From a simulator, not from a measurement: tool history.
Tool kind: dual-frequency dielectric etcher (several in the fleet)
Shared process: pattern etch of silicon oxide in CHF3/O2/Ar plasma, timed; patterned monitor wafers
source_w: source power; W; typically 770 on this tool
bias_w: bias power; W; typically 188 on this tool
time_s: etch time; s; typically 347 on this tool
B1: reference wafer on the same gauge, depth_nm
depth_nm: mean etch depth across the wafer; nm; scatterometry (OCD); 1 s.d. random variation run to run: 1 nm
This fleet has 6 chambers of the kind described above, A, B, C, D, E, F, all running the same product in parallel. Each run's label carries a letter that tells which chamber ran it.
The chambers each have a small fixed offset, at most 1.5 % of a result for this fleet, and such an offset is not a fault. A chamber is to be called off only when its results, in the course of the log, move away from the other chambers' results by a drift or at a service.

-- hour=5.2 chamber C: wet clean of the chamber
run 1C hour=8.1 | source_w=770 bias_w=188 time_s=347 | B1=894.37 | depth_nm=761.45
run 2B hour=19.7 | source_w=770 bias_w=188 time_s=347 | B1=894.42 | depth_nm=774.28
run 3A hour=32.3 | source_w=770 bias_w=188 time_s=347 | B1=894.33 | depth_nm=767.86
run 4E hour=41.9 | source_w=770 bias_w=188 time_s=347 | B1=894.63 | depth_nm=767.50
run 5D hour=53.5 | source_w=770 bias_w=188 time_s=347 | B1=894.69 | depth_nm=764.04
run 6F hour=63.4 | source_w=770 bias_w=188 time_s=347 | B1=894.18 | depth_nm=768.35
-- hour=63.7 chamber C: bias power generator calibrated
run 7D hour=77.1 | source_w=770 bias_w=188 time_s=347 | B1=894.71 | depth_nm=764.99
-- hour=87.0 chamber B: wet clean of the chamber
run 8C hour=92.3 | source_w=770 bias_w=206 time_s=347 | B1=894.72 | depth_nm=782.87
run 9F hour=104.1 | source_w=770 bias_w=206 time_s=347 | B1=895.16 | depth_nm=795.85
run 10E hour=115.8 | source_w=770 bias_w=206 time_s=347 | B1=894.90 | depth_nm=792.37
run 11B hour=130.6 | source_w=770 bias_w=206 time_s=347 | B1=895.17 | depth_nm=799.12
-- hour=137.1 chamber C: source power generator calibrated
run 12A hour=140.6 | source_w=770 bias_w=206 time_s=347 | B1=895.23 | depth_nm=793.58
run 13C hour=153.7 | source_w=770 bias_w=206 time_s=347 | B1=895.52 | depth_nm=787.52
run 14B hour=162.9 | source_w=770 bias_w=188 time_s=347 | B1=895.47 | depth_nm=775.97
run 15A hour=175.8 | source_w=770 bias_w=188 time_s=347 | B1=895.85 | depth_nm=767.79
run 16F hour=186.2 | source_w=770 bias_w=188 time_s=347 | B1=895.91 | depth_nm=769.05
run 17D hour=199.5 | source_w=770 bias_w=154 time_s=347 | B1=896.14 | depth_nm=719.78
run 18E hour=208.1 | source_w=770 bias_w=154 time_s=347 | B1=896.30 | depth_nm=722.70
run 19B hour=223.7 | source_w=770 bias_w=154 time_s=347 | B1=896.19 | depth_nm=728.68
run 20E hour=239.8 | source_w=770 bias_w=154 time_s=347 | B1=896.55 | depth_nm=721.76
run 21A hour=248.8 | source_w=770 bias_w=154 time_s=347 | B1=896.37 | depth_nm=720.48
run 22F hour=256.6 | source_w=770 bias_w=154 time_s=347 | B1=896.58 | depth_nm=721.81
run 23C hour=269.8 | source_w=770 bias_w=188 time_s=347 | B1=896.25 | depth_nm=761.44
-- hour=279.2 chamber F: wet clean of the chamber
run 24D hour=284.4 | source_w=770 bias_w=188 time_s=347 | B1=897.00 | depth_nm=765.54
run 25C hour=295.2 | source_w=770 bias_w=188 time_s=347 | B1=896.73 | depth_nm=762.11
-- hour=296.6 chamber A: bias power generator calibrated
run 26F hour=302.3 | source_w=610 bias_w=219 time_s=347 | B1=896.97 | depth_nm=743.86
-- hour=310.8 chamber E: source power generator calibrated
run 27D hour=316.2 | source_w=610 bias_w=219 time_s=347 | B1=897.47 | depth_nm=739.16
run 28B hour=326.7 | source_w=610 bias_w=219 time_s=347 | B1=897.47 | depth_nm=749.76
run 29A hour=335.0 | source_w=610 bias_w=219 time_s=347 | B1=897.49 | depth_nm=742.07
run 30E hour=351.2 | source_w=610 bias_w=219 time_s=347 | B1=897.21 | depth_nm=741.90
run 31D hour=366.8 | source_w=610 bias_w=219 time_s=347 | B1=897.78 | depth_nm=741.15
run 32E hour=377.2 | source_w=770 bias_w=188 time_s=347 | B1=897.80 | depth_nm=770.07
run 33A hour=390.4 | source_w=620 bias_w=188 time_s=347 | B1=897.93 | depth_nm=709.42
run 34F hour=398.0 | source_w=620 bias_w=188 time_s=347 | B1=897.96 | depth_nm=711.30
run 35B hour=410.3 | source_w=620 bias_w=188 time_s=347 | B1=897.89 | depth_nm=717.62
run 36C hour=422.1 | source_w=620 bias_w=188 time_s=347 | B1=898.10 | depth_nm=703.07
run 37C hour=435.1 | source_w=620 bias_w=188 time_s=347 | B1=898.32 | depth_nm=701.76
run 38F hour=443.5 | source_w=620 bias_w=188 time_s=347 | B1=898.39 | depth_nm=710.93
-- hour=449.5 chamber A: wet clean of the chamber
run 39D hour=456.8 | source_w=770 bias_w=188 time_s=347 | B1=898.53 | depth_nm=765.91
run 40A hour=472.7 | source_w=770 bias_w=188 time_s=347 | B1=898.86 | depth_nm=773.24
run 41B hour=488.5 | source_w=770 bias_w=208 time_s=246 | B1=898.41 | depth_nm=570.41

One chamber off, gauge drift, or nothing amiss beyond the chambers' own small offsets? If it is a chamber, which one, and what is the likeliest cause?

The shared gauge is drifting. All chambers look as if they move in step, but none is off.
What lies behind it: gauge reads high (%) = 0.55.
